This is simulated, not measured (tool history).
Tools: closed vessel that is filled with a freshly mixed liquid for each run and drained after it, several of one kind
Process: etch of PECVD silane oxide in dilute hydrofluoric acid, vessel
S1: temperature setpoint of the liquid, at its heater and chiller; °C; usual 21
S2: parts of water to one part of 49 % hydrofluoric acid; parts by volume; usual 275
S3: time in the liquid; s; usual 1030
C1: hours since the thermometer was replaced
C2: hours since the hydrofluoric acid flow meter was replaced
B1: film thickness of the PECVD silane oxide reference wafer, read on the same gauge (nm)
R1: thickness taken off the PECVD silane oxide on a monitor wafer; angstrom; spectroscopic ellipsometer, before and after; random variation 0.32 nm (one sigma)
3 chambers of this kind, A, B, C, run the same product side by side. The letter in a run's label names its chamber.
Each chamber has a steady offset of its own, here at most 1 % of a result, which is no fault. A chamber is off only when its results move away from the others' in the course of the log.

run	day	S1	S2	S3	C1	C2	B1	R1
1C	0.308	21	275	1030	2064.8	851.2	139.98	536.5
# day 0.504: chamber A: hydrofluoric acid flow meter replaced
2B	0.792	21	275	1030	1347.1	290.2	140.01	541.27
3A	1.267	21	275	1030	539.9	18.3	140	542.6
4C	1.767	21	275	1030	2099.8	886.2	140.01	536.72
5A	2.008	21	275	555	557.7	36.1	140.03	290.46
6B	2.3	21	275	555	1383.3	326.4	139.99	290.38
7B	2.838	21	275	555	1396.2	339.3	139.98	293.93
8A	3.375	21	275	1030	590.5	68.9	139.98	536.84
9C	3.904	21	275	1030	2151.1	937.5	140	535.97
10C	4.225	21	275	1030	2158.8	945.2	140	528.66
11A	4.55	21	275	1030	618.7	97.1	140.02	540.8
# day 4.821: chamber C: thermometer replaced
12B	5.058	21	275	1030	1449.5	392.6	140.03	544.66
13C	5.475	21	275	1030	15.7	975.2	140	539.29
14A	5.883	21	275	1030	650.7	129.1	140.03	555.93
15B	6.133	21	275	1030	1475.3	418.4	139.99	544.85
16C	6.508	21	275	1030	40.5	1000	140.02	535.48
17A	7.012	21	275	1030	677.8	156.2	140.04	558.12
18B	7.308	21	275	1030	1503.5	446.6	140.01	543.77
19A	7.683	21	275	1030	693.9	172.3	140.01	559.42
20B	7.971	21	350	1030	1519.4	462.5	140.02	394.39
21C	8.512	21	350	1030	88.6	1048.1	140.03	393.94
22C	8.854	21	350	1030	96.8	1056.3	140	391.18
23B	9.358	21	275	1360	1552.7	495.8	140.02	714.52
24A	9.804	21	275	1360	744.8	223.2	139.98	764.08
25B	10.346	21	275	1360	1576.4	519.5	140.03	709.56

What goes on in this fleet: one chamber off, a drifting gauge, or nothing beyond the chambers' own small offsets? Name the chamber and the cause, if any.

Chamber A drifts away from the others.
Cause: liquid hotter than its thermometer reads (K) = 1.84.
The log may not tell that from: hydrofluoric acid flow above the setpoint (%).

Here are 4 candidates for chamber A's next run, each the usual settings with a change, their results left as question marks. Which one brings its results back in line with what the others give on the usual settings?
In line means no further than this from the other chambers' mean on the usual settings: R1 11 angstrom
26A-1	10.733	21	280	1020				?
26A-2	10.733	21	275	1055				?
26A-3	10.733	21	265	1060				?
26A-4	10.733	21	275	960				?

The other chambers' mean on the usual settings: R1 539.67 angstrom
run	R1
26A-1	557.66
26A-2	590.31
26A-3	621.87
26A-4	537.15
26A-4 brings the chamber back in line.
